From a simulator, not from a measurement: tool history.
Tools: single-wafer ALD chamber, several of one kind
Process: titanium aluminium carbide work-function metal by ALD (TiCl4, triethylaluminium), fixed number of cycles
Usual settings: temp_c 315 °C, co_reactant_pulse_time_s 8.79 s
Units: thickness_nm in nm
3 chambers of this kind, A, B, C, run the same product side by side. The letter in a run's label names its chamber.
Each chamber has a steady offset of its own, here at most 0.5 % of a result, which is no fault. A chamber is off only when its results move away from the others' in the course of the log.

| run | day | temp_c | co_reactant_pulse_time_s | hours since the last thermocouple change | hours since the last triethylaluminium bottle change | read-back reference wafer on the same gauge, thickness_nm | thickness_nm |
|---|---|---|---|---|---|---|---|
| 1B | 0.383 | 315 | 8.79 | 1222.3 | 584.2 | 1.8388 | 2.0765 |
| 2C | 0.717 | 315 | 8.79 | 1318.9 | 1898.1 | 1.8412 | 2.1264 |
| 3A | 0.996 | 315 | 8.79 | 137.2 | 280.3 | 1.8413 | 2.0977 |
| 4A | 1.292 | 315 | 8.79 | 144.3 | 287.4 | 1.839 | 2.1039 |
| 5C | 1.508 | 315 | 8.79 | 1337.9 | 1917.1 | 1.8407 | 2.1115 |
| 6B | 1.95 | 301 | 11.16 | 1259.9 | 621.8 | 1.8426 | 2.0221 |
| 7B | 2.388 | 301 | 11.16 | 1270.4 | 632.3 | 1.8403 | 2.0124 |
| 8A | 2.633 | 301 | 11.16 | 176.5 | 319.6 | 1.8411 | 2.03 |
| 9C | 2.962 | 315 | 8.79 | 1372.8 | 1952 | 1.8416 | 2.1094 |
| 10A | 3.379 | 315 | 8.79 | 194.4 | 337.5 | 1.8428 | 2.0956 |
| 11B | 3.588 | 315 | 8.79 | 1299.2 | 661.1 | 1.8404 | 2.0946 |
| 12C | 3.917 | 315 | 8.79 | 1395.7 | 1974.9 | 1.8394 | 2.119 |
| 13B | 4.321 | 315 | 8.79 | 1316.8 | 678.7 | 1.8413 | 2.0945 |
|  | 4.429 | chamber C: triethylaluminium bottle replaced |
| 14C | 4.654 | 315 | 8.79 | 1413.4 | 5.4 | 1.8395 | 2.1057 |
| 15A | 5.046 | 315 | 8.79 | 234.4 | 377.5 | 1.841 | 2.0965 |
| 16A | 5.292 | 315 | 8.79 | 240.3 | 383.4 | 1.842 | 2.0902 |
| 17B | 5.667 | 315 | 8.79 | 1349.1 | 711 | 1.839 | 2.0973 |
| 18C | 6.008 | 315 | 8.79 | 1445.9 | 37.9 | 1.8403 | 2.0841 |
| 19A | 6.333 | 315 | 8.79 | 265.3 | 408.4 | 1.8403 | 2.1046 |
| 20B | 6.529 | 315 | 5.74 | 1369.8 | 731.7 | 1.8402 | 1.8823 |
|  | 6.75 | chamber C: thermocouple changed; heater temperature recalibrated |
| 21C | 6.938 | 315 | 5.74 | 4.5 | 60.2 | 1.8421 | 1.9182 |
| 22C | 7.312 | 315 | 5.74 | 13.5 | 69.2 | 1.8405 | 1.8982 |
| 23A | 7.688 | 315 | 8.79 | 297.8 | 440.9 | 1.8421 | 2.1019 |
| 24B | 8.133 | 315 | 8.79 | 1408.3 | 770.2 | 1.8398 | 2.0685 |
| 25A | 8.579 | 315 | 8.79 | 319.2 | 462.3 | 1.8373 | 2.0998 |
| 26B | 8.975 | 323 | 12.07 | 1428.5 | 790.4 | 1.8381 | 2.2365 |
| 27C | 9.246 | 323 | 12.07 | 59.9 | 115.6 | 1.8391 | 2.2153 |
| 28A | 9.633 | 323 | 12.07 | 344.5 | 487.6 | 1.8397 | 2.2428 |
| 29B | 9.929 | 315 | 8.79 | 1451.4 | 813.3 | 1.8392 | 2.0932 |
| 30C | 10.2 | 308 | 7.16 | 82.8 | 138.5 | 1.8414 | 1.9549 |
| 31C | 10.538 | 308 | 7.16 | 90.9 | 146.6 | 1.8384 | 1.9685 |
| 32A | 10.95 | 308 | 7.16 | 376.1 | 519.2 | 1.8394 | 1.9734 |
| 33B | 11.267 | 315 | 8.79 | 1483.5 | 845.4 | 1.8408 | 2.0892 |
| 34A | 11.5 | 315 | 8.79 | 389.3 | 532.4 | 1.8386 | 2.1022 |

Is one chamber off against the others, does the gauge drift, or is nothing wrong? If a chamber is off, say which, and what the likeliest cause is.

No chamber stands off beyond its own small offset, and the gauge holds steady.

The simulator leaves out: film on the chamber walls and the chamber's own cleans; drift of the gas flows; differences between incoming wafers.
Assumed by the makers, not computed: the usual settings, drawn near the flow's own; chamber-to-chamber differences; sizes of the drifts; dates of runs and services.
